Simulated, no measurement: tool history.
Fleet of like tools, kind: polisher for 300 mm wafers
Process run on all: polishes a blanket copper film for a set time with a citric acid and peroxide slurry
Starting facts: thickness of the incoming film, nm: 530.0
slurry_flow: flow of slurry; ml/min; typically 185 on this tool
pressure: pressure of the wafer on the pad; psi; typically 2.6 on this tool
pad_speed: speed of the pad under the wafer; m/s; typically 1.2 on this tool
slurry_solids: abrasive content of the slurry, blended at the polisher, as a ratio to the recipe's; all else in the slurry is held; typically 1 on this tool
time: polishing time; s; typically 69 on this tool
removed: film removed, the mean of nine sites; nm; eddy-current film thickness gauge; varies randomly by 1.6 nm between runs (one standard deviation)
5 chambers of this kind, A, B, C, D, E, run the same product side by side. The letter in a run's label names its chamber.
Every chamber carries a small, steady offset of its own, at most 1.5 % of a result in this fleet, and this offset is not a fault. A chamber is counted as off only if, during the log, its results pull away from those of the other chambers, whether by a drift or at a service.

run   hour  slurry_flow  pressure  pad_speed  slurry_solids  time  removed
 1D     14          185       2.6        1.2              1    69   159.61
      17.8  -- chamber E: worn pad replaced by a new one
 2B   22.7          185       2.6        1.2              1    69   159.97
      35.4  -- chamber B: worn pad replaced by a new one
      36.2  -- chamber A: slurry blender recalibrated
 3E   37.6          185       2.6        1.2              1    69    154.9
      39.9  -- chamber D: worn pad replaced by a new one
 4C   52.7          185       2.6        1.2              1    69   155.14
        53  -- chamber C: slurry blender recalibrated
      59.1  -- chamber A: worn pad replaced by a new one
 5A   67.2          185       2.6        1.2              1    69   156.71
 6A   77.2          240       2.6        1.2           0.85    69   157.02
      87.2  -- chamber C: worn pad replaced by a new one
 7E   90.8          240       2.6        1.2           0.85    69    156.5
      91.9  -- chamber B: slurry blender recalibrated
 8C  100.7          240       2.6        1.2           0.85    69   156.36
     109.9  -- chamber E: worn pad replaced by a new one
     112.7  -- chamber E: slurry blender recalibrated
 9B  115.3          240       2.6        1.2           0.85    69   159.86
10D  122.6          240       2.6        1.2           0.85    69   159.25
     130.1  -- chamber B: worn pad replaced by a new one
11A  137.7          185       2.6          1              1    80   150.31
     143.8  -- chamber C: slurry nozzle cleaned
     148.4  -- chamber D: worn pad replaced by a new one
12D  152.8          185       2.6          1              1    80   155.75
13E  159.8          185       2.6          1              1    80   150.89
     167.9  -- chamber A: worn pad replaced by a new one
14B  169.4          185       2.6          1              1    80   154.86
     171.8  -- chamber D: slurry blender recalibrated
15C  176.4          185       2.6          1              1    80   152.51
16E  184.1          185       2.6        1.2            0.9    69   152.38
     186.3  -- chamber C: worn pad replaced by a new one
17A  196.5          185       2.6        1.2            0.9    69   152.75
     197.9  -- chamber E: worn pad replaced by a new one
18C  204.1          185       2.6        1.2            0.9    69   154.15
19D    213          185       2.6        1.2            0.9    69   156.96
     217.8  -- chamber B: worn pad replaced by a new one
20B  221.2          185       2.6        1.2            0.9    69   158.31
     222.7  -- chamber A: slurry blender recalibrated
21B  230.9          185       2.6        1.2              1    69   163.53
     241.2  -- chamber A: head pressure recalibrated
22C  243.6          185       2.6        1.2              1    69   156.34
     244.8  -- chamber D: worn pad replaced by a new one
     255.6  -- chamber A: slurry nozzle cleaned
23D  255.8          185       2.6        1.2              1    69   161.92
24A  269.7          185       2.6        1.2              1    69   144.73
       275  -- chamber A: worn pad replaced by a new one
25E    277          185       2.6        1.2              1    69   156.57
     281.6  -- chamber E: worn pad replaced by a new one
26A  289.3          185       2.6        1.2              1    69   146.46
     294.2  -- chamber D: head pressure recalibrated
     295.8  -- chamber C: worn pad replaced by a new one
27B  300.1          185       2.6        1.2              1    69   159.21
     309.6  -- chamber B: worn pad replaced by a new one
28D  310.2          185       2.6        1.2              1    69   160.44
     315.8  -- chamber E: head pressure recalibrated
     316.5  -- chamber B: slurry blender recalibrated
29E  321.9          185       2.6        1.2              1    69    158.7
30C  330.8          185       2.6        1.2              1    69   154.62
31E  342.2          185       1.9        1.2              1    79   133.51
       350  -- chamber D: slurry blender recalibrated
     354.7  -- chamber D: worn pad replaced by a new one
32A  355.4          185       1.9        1.2              1    79   123.11
33C  370.8          185       1.9        1.2              1    79   128.47
       371  -- chamber B: slurry nozzle cleaned
     373.3  -- chamber E: worn pad replaced by a new one
     381.2  -- chamber C: slurry blender recalibrated
34D  382.7          185       1.9        1.2              1    79   132.11
     384.5  -- chamber C: worn pad replaced by a new one
       388  -- chamber A: worn pad replaced by a new one
35B  392.3          185       1.9        1.2              1    79   134.47
     397.7  -- chamber A: slurry blender recalibrated
36B    401          185       2.6        1.2              1    69   160.01
     411.5  -- chamber B: worn pad replaced by a new one
     416.4  -- chamber E: slurry nozzle cleaned
37C  416.4          185       3.1        1.2              1    69    186.1
     427.2  -- chamber E: slurry blender recalibrated
38E  430.9          185       3.1        1.2              1    69   184.63
39D  440.4          185       3.1        1.2              1    69    186.3
40A  447.2          185       3.1        1.2              1    69   175.19
41A  456.7          185       3.1        1.2              1    69   172.81
42C  465.6          185       2.6        1.2              1    69   154.02
     471.3  -- chamber E: worn pad replaced by a new one
43B  476.9          185       2.6        1.2              1    69   158.55
44E  486.1          185       2.6        1.2              1    69    153.9

Is one chamber out of step, is the gauge drifting, or do the chambers differ by no more than their own small offsets? For an off chamber, give its letter and the likeliest cause.

After it was serviced, chamber A no longer matches the other chambers.
Likeliest cause: head's pressure below its setpoint, % = 7.22.

Below are 4 candidate recipes for chamber A's next run, each the usual settings with a change, their results shown as question marks. Which of them brings A's results back in line with what the other chambers give on the usual settings?
In line means no further than this from the other chambers' mean on the usual settings: removed 5.4 nm
45A-1  497.4          185       2.6       1.22              1    70        ?
45A-2  497.4          185       2.6       1.18              1    68        ?
45A-3  497.4          185       2.7       1.22              1    71        ?
45A-4  497.4          185       2.5       1.18              1    68        ?

Mean of the other chambers on the usual settings: removed 157.96 nm
  run  removed
45A-1   150.28
45A-2   141.38
45A-3   158.23
45A-4   136.01
The answer is 45A-3, which returns the chamber to within the allowed miss of the others.

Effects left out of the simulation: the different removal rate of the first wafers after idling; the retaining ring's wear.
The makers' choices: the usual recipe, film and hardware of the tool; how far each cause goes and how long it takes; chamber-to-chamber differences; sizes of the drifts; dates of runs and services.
